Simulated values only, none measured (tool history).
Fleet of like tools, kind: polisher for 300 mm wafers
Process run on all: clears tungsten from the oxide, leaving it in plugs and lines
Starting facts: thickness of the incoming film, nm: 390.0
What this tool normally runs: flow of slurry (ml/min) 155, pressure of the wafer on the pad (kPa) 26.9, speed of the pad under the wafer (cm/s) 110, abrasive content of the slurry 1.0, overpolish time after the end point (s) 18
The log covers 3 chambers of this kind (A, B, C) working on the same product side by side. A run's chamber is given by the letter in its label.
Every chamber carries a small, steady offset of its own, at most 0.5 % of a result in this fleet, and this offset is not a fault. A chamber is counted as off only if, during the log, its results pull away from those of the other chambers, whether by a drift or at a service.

run   hour  flow of slurry (ml/min)  pressure of the wafer on the pad (kPa)  speed of the pad under the wafer (cm/s)  abrasive content of the slurry  overpolish time after the end point (s)  wafers polished on this pad  hours since the slurry nozzle was cleaned  hours since the head pressure was calibrated  hours since the slurry blender was calibrated  hours since the slurry got fresh peroxide  time until the end point was called (s)
 1A    7.8                      155                                    26.9                                      110                             1.0                                       18                          483                                      234.0                                         737.9                                           68.4                                       24.2                                   74.603
 2B   20.3                      155                                    26.9                                      110                             1.0                                       18                          536                                      531.4                                         571.9                                           92.8                                       36.9                                   74.333
      23.1  -- chamber B: worn pad replaced by a new one
      23.5  -- chamber A: worn pad replaced by a new one
 3C   27.9                      155                                    26.9                                      110                             1.0                                       18                          208                                      582.3                                         576.4                                          188.7                                      155.0                                   74.116
 4B   37.6                      155                                    26.9                                      110                             1.0                                       18                           96                                      548.7                                         589.2                                          110.1                                       54.2                                   73.510
      39.9  -- chamber A: slurry tank refilled with fresh slurry and peroxide
 5A   48.2                      155                                    26.9                                      110                             1.2                                       18                          164                                      274.4                                         778.3                                          108.8                                        8.3                                   71.435
 6C   60.1                      155                                    26.9                                      110                             1.2                                       18                          422                                      614.5                                         608.6                                          220.9                                      187.2                                   69.983
      61.5  -- chamber A: slurry blender recalibrated
 7B   69.9                      155                                    26.9                                      110                             1.2                                       18                          312                                      581.0                                         621.5                                          142.4                                       86.5                                   68.478
 8C   78.6                      155                                    26.9                                      110                             1.0                                       14                          546                                      633.0                                         627.1                                          239.4                                      205.7                                   74.959
 9A   85.1                      155                                    26.9                                      110                             1.0                                       14                          410                                      311.3                                         815.2                                           23.6                                       45.2                                   73.040
      88.1  -- chamber C: slurry tank refilled with fresh slurry and peroxide
10C   97.7                      155                                    26.9                                      110                             1.0                                       14                          673                                      652.1                                         646.2                                          258.5                                        9.6                                   74.504
      98.3  -- chamber A: slurry tank refilled with fresh slurry and peroxide
     103.9  -- chamber A: worn pad replaced by a new one
     103.9  -- chamber C: slurry blender recalibrated
11A  106.1                      155                                    26.9                                      110                             1.0                                       18                           14                                      332.3                                         836.2                                           44.6                                        7.8                                   74.334
     111.5  -- chamber C: worn pad replaced by a new one
     115.1  -- chamber B: worn pad replaced by a new one
12B  116.4                      155                                    26.9                                      110                             1.0                                       18                            8                                      627.5                                         668.0                                          188.9                                      133.0                                   69.490
13A  128.4                      155                                    26.9                                      110                             1.0                                       18                          163                                      354.6                                         858.5                                           66.9                                       30.1                                   74.613
14B  137.0                      155                                    26.9                                      110                             1.0                                       18                          146                                      648.1                                         688.6                                          209.5                                      153.6                                   71.340
15C  143.4                      155                                    26.9                                      110                             1.0                                       18                          212                                      697.8                                         691.9                                           39.6                                       55.3                                   74.342
     149.3  -- chamber A: slurry tank refilled with fresh slurry and peroxide
16C  155.3                      155                                    26.9                                      110                             1.0                                       18                          292                                      709.7                                         703.8                                           51.5                                       67.2                                   74.411
17A  162.6                      155                                    26.9                                      110                             1.0                                       18                          391                                      388.8                                         892.7                                          101.1                                       13.3                                   73.524
     166.2  -- chamber B: slurry tank refilled with fresh slurry and peroxide
18B  169.3                      155                                    26.9                                      110                             1.0                                       18                          361                                      680.4                                         720.9                                          241.8                                        3.1                                   68.641
19C  181.3                      155                                    26.9                                      110                             1.0                                       18                          465                                      735.7                                         729.8                                           77.5                                       93.2                                   75.237
20A  192.6                      155                                    26.9                                      110                             1.0                                       18                          591                                      418.8                                         922.7                                          131.1                                       43.3                                   75.422
     195.2  -- chamber B: worn pad replaced by a new one
     196.6  -- chamber A: worn pad replaced by a new one
     199.5  -- chamber A: slurry tank refilled with fresh slurry and peroxide
21B  203.5                      115                                    17.2                                      110                             1.0                                       18                           55                                      714.6                                         755.1                                          276.0                                       37.3                                  113.520
     205.5  -- chamber C: slurry nozzle cleaned
     206.7  -- chamber A: slurry blender recalibrated
22C  215.3                      115                                    17.2                                      110                             1.0                                       18                          691                                        9.9                                         763.8                                          111.5                                      127.2                                  121.050
23B  223.7                      115                                    17.2                                      110                             1.0                                       18                          190                                      734.8                                         775.3                                          296.2                                       57.5                                  110.910
24A  231.1                      155                                    26.9                                      110                             1.0                                       18                          230                                      457.3                                         961.2                                           24.5                                       31.6                                   74.634
     238.0  -- chamber C: worn pad replaced by a new one
25C  243.1                      155                                    26.9                                      110                             1.0                                       18                           34                                       37.7                                         791.6                                          139.3                                      155.0                                   73.665
     247.5  -- chamber A: slurry tank refilled with fresh slurry and peroxide
26B  253.2                      155                                    26.9                                      110                             1.0                                       18                          386                                      764.3                                         804.8                                          325.7                                       87.0                                   67.411
27A  259.6                      155                                    26.9                                      110                             1.0                                       18                          420                                      485.8                                         989.7                                           53.0                                       12.2                                   74.548

Read the log: is a single chamber off, either drifting away or since a service, is the gauge that measures every chamber drifting, or is nothing wrong beyond small per-chamber offsets? Name any odd chamber and what most likely caused it.

Little by little, chamber B moves away from the other chambers.
Most likely cause: head's pressure above its setpoint, % = 11.4.

Chamber B could run next with any of the 4 candidate recipes listed below; each alters the usual settings, and their results appear as question marks. Which one brings its results back in line with what the other chambers deliver on the usual settings?
Counts as in line when no further than this from what the other chambers average on the usual settings: time until the end point was called (s) 2.300
28B-1  269.3                      155                                    27.6                                      112                             1.0                                       18                                                                                                                                                                                                                                                        ?
28B-2  269.3                      155                                    30.3                                      110                             1.0                                       18                                                                                                                                                                                                                                                        ?
28B-3  269.3                      155                                    26.9                                      110                             0.6                                       18                                                                                                                                                                                                                                                        ?
28B-4  269.3                      155                                    26.9                                      110                             0.8                                       18                                                                                                                                                                                                                                                        ?

Average result of the remaining chambers running the usual settings: time until the end point was called (s) 74.356
  run  time until the end point was called (s)
28B-1                                   63.146
28B-2                                   58.490
28B-3                                   74.287
28B-4                                   69.520
With 28B-3, the chamber falls back in line with the rest.

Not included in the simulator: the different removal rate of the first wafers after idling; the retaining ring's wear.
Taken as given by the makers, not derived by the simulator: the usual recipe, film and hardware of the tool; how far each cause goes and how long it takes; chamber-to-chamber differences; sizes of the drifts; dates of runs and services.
